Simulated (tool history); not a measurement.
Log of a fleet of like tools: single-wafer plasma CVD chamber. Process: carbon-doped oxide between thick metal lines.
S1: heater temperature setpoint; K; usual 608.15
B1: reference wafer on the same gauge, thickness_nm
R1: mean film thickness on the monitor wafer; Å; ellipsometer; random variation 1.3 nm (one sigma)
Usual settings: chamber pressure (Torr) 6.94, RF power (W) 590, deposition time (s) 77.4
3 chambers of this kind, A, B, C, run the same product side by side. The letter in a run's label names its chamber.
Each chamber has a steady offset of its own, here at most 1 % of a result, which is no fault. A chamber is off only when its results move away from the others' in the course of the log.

run 1C hour=10.6 | S1=608.15 chamber_pressure_(Torr)=6.94 RF_power_(W)=590 deposition_time_(s)=77.4 | B1=505.75 | R1=4667.1
run 2A hour=21.4 | S1=608.15 chamber_pressure_(Torr)=6.94 RF_power_(W)=590 deposition_time_(s)=77.4 | B1=505.85 | R1=4685.3
run 3B hour=28.7 | S1=608.15 chamber_pressure_(Torr)=6.94 RF_power_(W)=590 deposition_time_(s)=77.4 | B1=506.12 | R1=4660.5
run 4B hour=36.1 | S1=608.15 chamber_pressure_(Torr)=6.94 RF_power_(W)=590 deposition_time_(s)=77.4 | B1=506.02 | R1=4674.4
run 5A hour=43.2 | S1=608.15 chamber_pressure_(Torr)=6.94 RF_power_(W)=590 deposition_time_(s)=77.4 | B1=505.92 | R1=4715.4
run 6C hour=52.1 | S1=608.15 chamber_pressure_(Torr)=6.94 RF_power_(W)=590 deposition_time_(s)=77.4 | B1=506.07 | R1=4661.0
run 7B hour=59.9 | S1=608.15 chamber_pressure_(Torr)=6.94 RF_power_(W)=590 deposition_time_(s)=77.4 | B1=506.11 | R1=4679.7
run 8A hour=69.1 | S1=608.15 chamber_pressure_(Torr)=6.94 RF_power_(W)=590 deposition_time_(s)=77.4 | B1=505.79 | R1=4695.9
run 9C hour=79.0 | S1=608.15 chamber_pressure_(Torr)=6.94 RF_power_(W)=590 deposition_time_(s)=77.4 | B1=505.84 | R1=4679.9
run 10C hour=90.9 | S1=608.15 chamber_pressure_(Torr)=6.94 RF_power_(W)=590 deposition_time_(s)=77.4 | B1=505.88 | R1=4690.4
run 11A hour=97.2 | S1=608.15 chamber_pressure_(Torr)=6.94 RF_power_(W)=590 deposition_time_(s)=77.4 | B1=506.03 | R1=4696.9
run 12B hour=109.1 | S1=608.15 chamber_pressure_(Torr)=6.94 RF_power_(W)=590 deposition_time_(s)=89.2 | B1=505.82 | R1=5380.9
run 13C hour=115.9 | S1=608.15 chamber_pressure_(Torr)=6.94 RF_power_(W)=590 deposition_time_(s)=89.2 | B1=505.92 | R1=5377.7
-- hour=119.7 chamber C: thermocouple changed; heater temperature recalibrated
run 14B hour=125.8 | S1=608.15 chamber_pressure_(Torr)=6.94 RF_power_(W)=590 deposition_time_(s)=89.2 | B1=505.95 | R1=5366.3
run 15A hour=137.3 | S1=608.15 chamber_pressure_(Torr)=6.94 RF_power_(W)=590 deposition_time_(s)=77.4 | B1=505.99 | R1=4714.8
run 16B hour=146.5 | S1=608.15 chamber_pressure_(Torr)=5.85 RF_power_(W)=590 deposition_time_(s)=84.3 | B1=506.31 | R1=4993.5
-- hour=148.4 chamber C: capacitance manometer re-zeroed and calibrated
run 17C hour=157.9 | S1=608.15 chamber_pressure_(Torr)=5.85 RF_power_(W)=590 deposition_time_(s)=84.3 | B1=506.10 | R1=5091.1
run 18A hour=167.2 | S1=608.15 chamber_pressure_(Torr)=5.85 RF_power_(W)=590 deposition_time_(s)=84.3 | B1=506.06 | R1=5044.8
run 19C hour=173.4 | S1=608.15 chamber_pressure_(Torr)=6.94 RF_power_(W)=590 deposition_time_(s)=77.4 | B1=506.33 | R1=4745.2
run 20B hour=183.1 | S1=608.15 chamber_pressure_(Torr)=6.94 RF_power_(W)=590 deposition_time_(s)=77.4 | B1=505.60 | R1=4687.5
run 21A hour=193.4 | S1=608.15 chamber_pressure_(Torr)=6.94 RF_power_(W)=590 deposition_time_(s)=77.4 | B1=505.86 | R1=4711.6
run 22A hour=199.9 | S1=608.15 chamber_pressure_(Torr)=6.94 RF_power_(W)=590 deposition_time_(s)=77.4 | B1=506.23 | R1=4703.1
run 23C hour=205.6 | S1=599.15 chamber_pressure_(Torr)=6.94 RF_power_(W)=555 deposition_time_(s)=77.4 | B1=505.70 | R1=4716.2
run 24B hour=214.0 | S1=599.15 chamber_pressure_(Torr)=6.94 RF_power_(W)=555 deposition_time_(s)=77.4 | B1=506.52 | R1=4622.3
run 25A hour=220.8 | S1=599.15 chamber_pressure_(Torr)=6.94 RF_power_(W)=555 deposition_time_(s)=77.4 | B1=506.09 | R1=4664.2
run 26C hour=226.6 | S1=608.15 chamber_pressure_(Torr)=6.94 RF_power_(W)=590 deposition_time_(s)=77.4 | B1=505.98 | R1=4723.1
run 27B hour=235.8 | S1=608.15 chamber_pressure_(Torr)=6.94 RF_power_(W)=590 deposition_time_(s)=77.4 | B1=506.07 | R1=4679.5

All 3 chambers run these settings next. Forecast each chamber's results:
run 28A hour=245.0 | S1=608.15 chamber_pressure_(Torr)=6.94 RF_power_(W)=590 deposition_time_(s)=77.4 | R1=?
run 28B hour=245.0 | S1=608.15 chamber_pressure_(Torr)=6.94 RF_power_(W)=590 deposition_time_(s)=77.4 | R1=?
run 28C hour=245.0 | S1=608.15 chamber_pressure_(Torr)=6.94 RF_power_(W)=590 deposition_time_(s)=77.4 | R1=?

run=28A R1=4710.3
run=28B R1=4674.9
run=28C R1=4752.6
